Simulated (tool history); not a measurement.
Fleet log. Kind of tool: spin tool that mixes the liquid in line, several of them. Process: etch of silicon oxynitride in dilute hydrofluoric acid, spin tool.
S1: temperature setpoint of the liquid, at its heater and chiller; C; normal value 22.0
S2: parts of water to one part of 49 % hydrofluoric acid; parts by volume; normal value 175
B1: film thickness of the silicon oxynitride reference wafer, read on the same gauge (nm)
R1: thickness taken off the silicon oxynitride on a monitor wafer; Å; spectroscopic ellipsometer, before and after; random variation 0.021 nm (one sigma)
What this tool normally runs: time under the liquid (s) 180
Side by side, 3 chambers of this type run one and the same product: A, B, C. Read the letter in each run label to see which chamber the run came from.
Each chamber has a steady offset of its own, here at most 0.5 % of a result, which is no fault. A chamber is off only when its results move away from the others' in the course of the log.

Run 1A, hour 9.0: usual settings; B1 69.977. Result: R1 19.810 Å.
Run 2C, hour 15.9: usual settings; B1 69.969. Result: R1 20.087 Å.
Run 3B, hour 30.4: usual settings; B1 69.991. Result: R1 19.641 Å.
Run 4A, hour 44.7: usual settings; B1 70.029. Result: R1 19.960 Å.
Run 5C, hour 53.5: usual settings; B1 69.990. Result: R1 19.963 Å.
Run 6B, hour 66.4: usual settings but S1 19.5 C; B1 70.005. Result: R1 17.998 Å.
Run 7B, hour 74.6: usual settings but S1 19.5 C; B1 70.005. Result: R1 17.281 Å.
Run 8C, hour 86.3: usual settings but S1 19.5 C; B1 69.988. Result: R1 17.687 Å.
Run 9A, hour 96.0: usual settings; B1 70.008. Result: R1 19.827 Å.
Run 10B, hour 104.2: usual settings but time under the liquid (s) 100; B1 70.014. Result: R1 10.959 Å.
Run 11A, hour 112.7: usual settings but time under the liquid (s) 100; B1 69.999. Result: R1 11.235 Å.
Run 12C, hour 120.9: usual settings but time under the liquid (s) 100; B1 69.963. Result: R1 11.031 Å.
Run 13A, hour 129.2: usual settings; B1 69.985. Result: R1 20.169 Å.
Run 14C, hour 142.8: usual settings; B1 70.016. Result: R1 19.879 Å.
Run 15B, hour 149.9: usual settings; B1 70.037. Result: R1 19.654 Å.
Run 16B, hour 163.0: usual settings; B1 70.000. Result: R1 19.976 Å.
Run 17A, hour 170.2: usual settings but S1 25.0 C; B1 70.043. Result: R1 22.845 Å.
Run 18C, hour 179.5: usual settings but S1 25.0 C; B1 69.994. Result: R1 22.766 Å.
Run 19B, hour 192.1: usual settings but S1 25.0 C; B1 70.009. Result: R1 23.103 Å.
Run 20A, hour 201.2: usual settings; B1 70.006. Result: R1 19.666 Å.
Run 21C, hour 210.2: usual settings but S1 25.0 C, S2 110 parts by volume; B1 69.994. Result: R1 38.627 Å.
Run 22A, hour 223.2: usual settings but S1 25.0 C, S2 110 parts by volume; B1 69.972. Result: R1 37.875 Å.
Run 23B, hour 232.9: usual settings but S1 25.0 C, S2 110 parts by volume; B1 69.985. Result: R1 38.300 Å.
Run 24C, hour 240.4: usual settings; B1 69.969. Result: R1 19.909 Å.
Run 25B, hour 248.3: usual settings; B1 69.985. Result: R1 19.953 Å.
Run 26C, hour 261.5: usual settings; B1 69.975. Result: R1 20.097 Å.
Run 27A, hour 273.9: usual settings; B1 70.005. Result: R1 19.398 Å.
Run 28A, hour 284.7: usual settings; B1 70.025. Result: R1 19.487 Å.
Run 29C, hour 299.9: usual settings but S1 24.5 C, S2 205 parts by volume; B1 70.041. Result: R1 18.578 Å.
Run 30B, hour 312.5: usual settings but S1 24.5 C, S2 205 parts by volume; B1 70.053. Result: R1 18.316 Å.
Run 31A, hour 320.6: usual settings but S1 24.5 C, S2 205 parts by volume; B1 69.977. Result: R1 17.921 Å.
Run 32B, hour 334.2: usual settings but S2 100 parts by volume; B1 70.025. Result: R1 36.889 Å.
Run 33C, hour 344.0: usual settings but S2 100 parts by volume; B1 70.007. Result: R1 37.335 Å.
Run 34A, hour 356.7: usual settings but S2 100 parts by volume; B1 69.964. Result: R1 35.750 Å.
At hour 368.1: chamber B: hydrofluoric acid flow meter replaced.
Run 35C, hour 368.8: usual settings; B1 70.001. Result: R1 19.901 Å.
Run 36B, hour 383.5: usual settings; B1 69.987. Result: R1 20.030 Å.
Run 37A, hour 394.4: usual settings; B1 69.978. Result: R1 18.577 Å.
Run 38B, hour 406.1: usual settings; B1 70.006. Result: R1 20.069 Å.
Run 39C, hour 412.9: usual settings; B1 70.006. Result: R1 19.940 Å.

One chamber off, gauge drift, or nothing amiss beyond the chambers' own small offsets? If it is a chamber, which one, and what is the likeliest cause?

It is chamber A that slowly wanders off from its peers.
What lies behind it: hydrofluoric acid flow below the setpoint (%) = 6.83.
With only this log, it may be confused with: liquid colder than its thermometer reads (K).

Chamber A could run next with any of the 4 candidate recipes listed below; each alters the usual settings, and their results appear as question marks. Which one brings its results back in line with what the other chambers deliver on the usual settings?
Maximum distance from the other chambers' mean on the usual settings for a result to count as in line: R1 0.730 Å
Run 40A-1, hour 424.0: usual settings but S1 19.0 C. Result: R1 ?.
Run 40A-2, hour 424.0: usual settings but S1 25.0 C. Result: R1 ?.
Run 40A-3, hour 424.0: usual settings but S1 21.5 C, S2 185 parts by volume. Result: R1 ?.
Run 40A-4, hour 424.0: usual settings but time under the liquid (s) 195. Result: R1 ?.

What the other chambers average on the usual settings: R1 19.983 Å
  run      R1
40A-1  16.073
40A-2  21.147
40A-3  16.954
40A-4  20.019
The answer is 40A-4, which returns the chamber to within the allowed miss of the others.
